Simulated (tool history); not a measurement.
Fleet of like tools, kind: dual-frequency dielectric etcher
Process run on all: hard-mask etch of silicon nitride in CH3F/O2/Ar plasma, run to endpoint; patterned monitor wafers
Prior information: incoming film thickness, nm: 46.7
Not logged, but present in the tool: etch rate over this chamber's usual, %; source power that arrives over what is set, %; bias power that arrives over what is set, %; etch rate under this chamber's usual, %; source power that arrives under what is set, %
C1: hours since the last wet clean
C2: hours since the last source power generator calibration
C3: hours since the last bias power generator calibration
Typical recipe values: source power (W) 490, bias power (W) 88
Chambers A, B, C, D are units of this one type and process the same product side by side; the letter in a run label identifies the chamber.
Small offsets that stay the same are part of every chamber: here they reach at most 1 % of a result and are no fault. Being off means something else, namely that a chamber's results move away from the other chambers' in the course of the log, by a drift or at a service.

Run 1D, hour 5.8: usual settings; C1 434; C2 1644; C3 667.2. Result: endpoint time (s) 58.273.
Run 2C, hour 16.4: usual settings; C1 330.6; C2 988.4; C3 2468. Result: endpoint time (s) 58.331.
Run 3A, hour 22.5: usual settings; C1 412.4; C2 1063.7; C3 510. Result: endpoint time (s) 58.341.
At hour 30.5: chamber D: source power generator calibrated.
Run 4B, hour 32.4: usual settings; C1 195.1; C2 607.2; C3 1372.5. Result: endpoint time (s) 57.596.
Run 5B, hour 41.2: usual settings; C1 203.9; C2 616; C3 1381.3. Result: endpoint time (s) 58.57.
Run 6C, hour 49.6: usual settings; C1 363.8; C2 1021.6; C3 2501.2. Result: endpoint time (s) 58.395.
Run 7A, hour 59.3: usual settings; C1 449.2; C2 1100.5; C3 546.8. Result: endpoint time (s) 58.903.
Run 8D, hour 66.5: usual settings; C1 494.7; C2 36; C3 727.9. Result: endpoint time (s) 57.73.
Run 9C, hour 73.7: usual settings; C1 387.9; C2 1045.7; C3 2525.3. Result: endpoint time (s) 58.251.
Run 10B, hour 79.8: usual settings; C1 242.5; C2 654.6; C3 1419.9. Result: endpoint time (s) 58.038.
Run 11A, hour 89.5: usual settings; C1 479.4; C2 1130.7; C3 577. Result: endpoint time (s) 59.121.
Run 12D, hour 96.9: usual settings; C1 525.1; C2 66.4; C3 758.3. Result: endpoint time (s) 57.605.
Run 13D, hour 103.3: usual settings; C1 531.5; C2 72.8; C3 764.7. Result: endpoint time (s) 57.79.
Run 14A, hour 115.8: usual settings but bias power (W) 104; C1 505.7; C2 1157; C3 603.3. Result: endpoint time (s) 54.926.
Run 15C, hour 123.1: usual settings but bias power (W) 104; C1 437.3; C2 1095.1; C3 2574.7. Result: endpoint time (s) 55.452.
Run 16B, hour 136.5: usual settings but bias power (W) 104; C1 299.2; C2 711.3; C3 1476.6. Result: endpoint time (s) 54.69.
Run 17D, hour 145.8: usual settings but bias power (W) 104; C1 574; C2 115.3; C3 807.2. Result: endpoint time (s) 54.674.
Run 18B, hour 152.4: usual settings; C1 315.1; C2 727.2; C3 1492.5. Result: endpoint time (s) 58.496.
Run 19C, hour 158.6: usual settings; C1 472.8; C2 1130.6; C3 2610.2. Result: endpoint time (s) 58.745.
At hour 159.6: chamber B: wet clean of the chamber.
Run 20A, hour 168.6: usual settings but source power (W) 410, bias power (W) 70; C1 558.5; C2 1209.8; C3 656.1. Result: endpoint time (s) 67.741.
At hour 179.1: chamber A: wet clean of the chamber.
Run 21A, hour 180.3: usual settings but source power (W) 410, bias power (W) 70; C1 1.2; C2 1221.5; C3 667.8. Result: endpoint time (s) 67.481.
Run 22C, hour 188.1: usual settings but source power (W) 410, bias power (W) 70; C1 502.3; C2 1160.1; C3 2639.7. Result: endpoint time (s) 68.607.
At hour 192.3: chamber D: wet clean of the chamber.
Run 23D, hour 196.3: usual settings but source power (W) 410, bias power (W) 70; C1 4.1; C2 165.8; C3 857.7. Result: endpoint time (s) 67.101.
Run 24B, hour 206.2: usual settings; C1 46.7; C2 781; C3 1546.3. Result: endpoint time (s) 57.911.
Run 25A, hour 219.4: usual settings but source power (W) 430; C1 40.3; C2 1260.6; C3 706.9. Result: endpoint time (s) 61.848.
Run 26D, hour 225.7: usual settings but source power (W) 430; C1 33.5; C2 195.2; C3 887.1. Result: endpoint time (s) 60.939.
Run 27C, hour 234.3: usual settings but source power (W) 430; C1 548.5; C2 1206.3; C3 2685.9. Result: endpoint time (s) 62.862.
Run 28B, hour 246.6: usual settings but source power (W) 430; C1 87.1; C2 821.4; C3 1586.7. Result: endpoint time (s) 61.605.
Run 29C, hour 254.3: usual settings; C1 568.5; C2 1226.3; C3 2705.9. Result: endpoint time (s) 59.255.
Run 30B, hour 267.4: usual settings; C1 107.9; C2 842.2; C3 1607.5. Result: endpoint time (s) 57.89.
Run 31A, hour 278.1: usual settings; C1 99; C2 1319.3; C3 765.6. Result: endpoint time (s) 58.683.
Run 32D, hour 290.6: usual settings; C1 98.4; C2 260.1; C3 952. Result: endpoint time (s) 57.642.
Run 33C, hour 301: usual settings; C1 615.2; C2 1273; C3 2752.6. Result: endpoint time (s) 60.259.
Run 34A, hour 308.1: usual settings; C1 129; C2 1349.3; C3 795.6. Result: endpoint time (s) 58.512.
Run 35B, hour 315: usual settings; C1 155.5; C2 889.8; C3 1655.1. Result: endpoint time (s) 58.861.
Run 36D, hour 322.6: usual settings; C1 130.4; C2 292.1; C3 984. Result: endpoint time (s) 58.081.
Run 37A, hour 332.6: usual settings; C1 153.5; C2 1373.8; C3 820.1. Result: endpoint time (s) 58.557.
Run 38B, hour 340.7: usual settings; C1 181.2; C2 915.5; C3 1680.8. Result: endpoint time (s) 57.894.
Run 39C, hour 349.4: usual settings but bias power (W) 104; C1 663.6; C2 1321.4; C3 2801. Result: endpoint time (s) 56.699.

The same settings go to every chamber for the next run, one line per chamber below. Forecast the results for each:
Run 40A, hour 359: usual settings. Result: endpoint time (s) ?.
Run 40B, hour 359: usual settings. Result: endpoint time (s) ?.
Run 40C, hour 359: usual settings. Result: endpoint time (s) ?.
Run 40D, hour 359: usual settings. Result: endpoint time (s) ?.

run  endpoint time (s)
40A             58.436
40B             58.325
40C             60.945
40D              58.27
